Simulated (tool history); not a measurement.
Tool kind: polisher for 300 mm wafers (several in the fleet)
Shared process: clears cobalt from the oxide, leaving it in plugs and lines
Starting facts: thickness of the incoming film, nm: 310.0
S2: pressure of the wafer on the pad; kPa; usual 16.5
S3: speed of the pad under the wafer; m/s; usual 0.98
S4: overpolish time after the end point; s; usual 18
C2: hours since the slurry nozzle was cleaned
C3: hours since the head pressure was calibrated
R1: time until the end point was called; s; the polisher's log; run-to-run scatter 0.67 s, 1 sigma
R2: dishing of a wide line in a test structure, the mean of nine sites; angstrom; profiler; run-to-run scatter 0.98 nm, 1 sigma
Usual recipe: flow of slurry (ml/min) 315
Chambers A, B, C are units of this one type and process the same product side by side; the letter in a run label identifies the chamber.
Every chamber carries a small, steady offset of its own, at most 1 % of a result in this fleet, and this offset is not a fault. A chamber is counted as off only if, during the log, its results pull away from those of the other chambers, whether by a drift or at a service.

Run 1B, day 0.308: usual settings; wafers polished on this pad 117; C2 642.1; C3 1218.8. Result: R1 62.141 s, R2 467.02 angstrom.
Run 2A, day 0.638: usual settings; wafers polished on this pad 553; C2 508.1; C3 776.6. Result: R1 61.898 s, R2 459.13 angstrom.
Run 3C, day 0.829: usual settings; wafers polished on this pad 274; C2 441.7; C3 989.2. Result: R1 61.419 s, R2 470.63 angstrom.
Run 4A, day 1.004: usual settings; wafers polished on this pad 614; C2 516.9; C3 785.4. Result: R1 60.120 s, R2 480.22 angstrom.
Run 5B, day 1.279: usual settings; wafers polished on this pad 279; C2 665.4; C3 1242.1. Result: R1 61.550 s, R2 485.83 angstrom.
Run 6C, day 1.483: usual settings but S2 20.0 kPa, S3 0.84 m/s; wafers polished on this pad 383; C2 457.4; C3 1004.9. Result: R1 59.851 s, R2 473.27 angstrom.
At day 1.588: chamber C: head pressure recalibrated.
Run 7A, day 1.783: usual settings but S2 20.0 kPa, S3 0.84 m/s; wafers polished on this pad 744; C2 535.6; C3 804.1. Result: R1 57.852 s, R2 472.93 angstrom.
Run 8C, day 2.038: usual settings but S2 20.0 kPa, S3 0.84 m/s; wafers polished on this pad 476; C2 470.7; C3 10.9. Result: R1 59.162 s, R2 464.31 angstrom.
Run 9B, day 2.300: usual settings but S2 19.3 kPa, S4 21 s; wafers polished on this pad 450; C2 689.9; C3 1266.6. Result: R1 52.760 s, R2 529.88 angstrom.
At day 2.458: chamber C: worn pad replaced by a new one.
Run 10C, day 2.496: usual settings but S2 19.3 kPa, S4 21 s; wafers polished on this pad 6; C2 481.7; C3 21.9. Result: R1 52.863 s, R2 539.25 angstrom.
Run 11B, day 2.783: usual settings but S2 19.3 kPa, S4 21 s; wafers polished on this pad 531; C2 701.5; C3 1278.2. Result: R1 52.890 s, R2 526.36 angstrom.
Run 12A, day 2.967: usual settings; wafers polished on this pad 942; C2 564.0; C3 832.5. Result: R1 59.867 s, R2 460.19 angstrom.
At day 3.125: chamber A: worn pad replaced by a new one.
At day 3.208: chamber A: head pressure recalibrated.
Run 13A, day 3.271: usual settings; wafers polished on this pad 24; C2 571.3; C3 1.6. Result: R1 67.060 s, R2 462.77 angstrom.
Run 14B, day 3.550: usual settings; wafers polished on this pad 659; C2 719.9; C3 1296.6. Result: R1 62.183 s, R2 458.01 angstrom.
Run 15C, day 3.875: usual settings; wafers polished on this pad 237; C2 514.8; C3 55.0. Result: R1 61.296 s, R2 473.28 angstrom.
At day 3.917: chamber B: slurry nozzle cleaned.
Run 16C, day 4.171: usual settings but S4 14 s; wafers polished on this pad 286; C2 521.9; C3 62.1. Result: R1 61.507 s, R2 414.58 angstrom.
Run 17A, day 4.467: usual settings but S4 14 s; wafers polished on this pad 224; C2 600.0; C3 30.3. Result: R1 66.453 s, R2 388.10 angstrom.
Run 18B, day 4.646: usual settings but S4 14 s; wafers polished on this pad 842; C2 17.6; C3 1322.9. Result: R1 61.945 s, R2 396.13 angstrom.
Run 19A, day 4.858: usual settings but S3 1.28 m/s; wafers polished on this pad 290; C2 609.4; C3 39.7. Result: R1 50.790 s, R2 503.17 angstrom.
At day 4.962: chamber A: slurry nozzle cleaned.
Run 20B, day 5.212: usual settings but S3 1.28 m/s; wafers polished on this pad 937; C2 31.2; C3 1336.5. Result: R1 47.522 s, R2 536.96 angstrom.
At day 5.379: chamber B: head pressure recalibrated.
Run 21C, day 5.450: usual settings but S3 1.28 m/s; wafers polished on this pad 500; C2 552.6; C3 92.8. Result: R1 46.577 s, R2 507.25 angstrom.
At day 5.712: chamber C: worn pad replaced by a new one.
Run 22C, day 5.796: usual settings; wafers polished on this pad 14; C2 560.9; C3 101.1. Result: R1 61.429 s, R2 462.81 angstrom.
Run 23A, day 6.062: usual settings; wafers polished on this pad 491; C2 26.4; C3 68.6. Result: R1 66.635 s, R2 449.36 angstrom.
Run 24B, day 6.425: usual settings; wafers polished on this pad 1139; C2 60.3; C3 25.2. Result: R1 59.520 s, R2 484.70 angstrom.
Run 25A, day 6.792: usual settings; wafers polished on this pad 613; C2 43.9; C3 86.1. Result: R1 65.560 s, R2 449.27 angstrom.
Run 26B, day 7.112: usual settings; wafers polished on this pad 1254; C2 76.8; C3 41.7. Result: R1 60.549 s, R2 459.19 angstrom.
Run 27C, day 7.288: usual settings but S4 10 s; wafers polished on this pad 263; C2 596.7; C3 136.9. Result: R1 60.131 s, R2 335.50 angstrom.

Is one chamber off against the others, does the gauge drift, or is nothing wrong? If a chamber is off, say which, and what the likeliest cause is.

A service on chamber A put it out of line with the rest.
Most likely cause: head's pressure below its setpoint, % = 8.25.

Chamber A could run next with any of the 4 candidate recipes listed below; each alters the usual settings, and their results appear as question marks. Which one brings its results back in line with what the other chambers deliver on the usual settings?
In line here means within this much of the mean the other chambers give on the usual settings: R1 2.400 s; R2 34.00 angstrom
Run 28A-1, day 7.571: usual settings but S2 15.9 kPa, S3 0.94 m/s. Result: R1 ?, R2 ?.
Run 28A-2, day 7.571: usual settings but S2 17.9 kPa, S3 1.06 m/s. Result: R1 ?, R2 ?.
Run 28A-3, day 7.571: usual settings but S2 15.2 kPa, S3 0.92 m/s. Result: R1 ?, R2 ?.
Run 28A-4, day 7.571: usual settings but S2 17.2 kPa, S3 1.02 m/s. Result: R1 ?, R2 ?.

The other chambers' mean on the usual settings: R1 61.181 s; R2 468.60 angstrom
  run      R1      R2
28A-1  72.137  432.05
28A-2  56.639  480.96
28A-3  77.020  418.03
28A-4  61.198  465.92
28A-4 brings the chamber back in line.

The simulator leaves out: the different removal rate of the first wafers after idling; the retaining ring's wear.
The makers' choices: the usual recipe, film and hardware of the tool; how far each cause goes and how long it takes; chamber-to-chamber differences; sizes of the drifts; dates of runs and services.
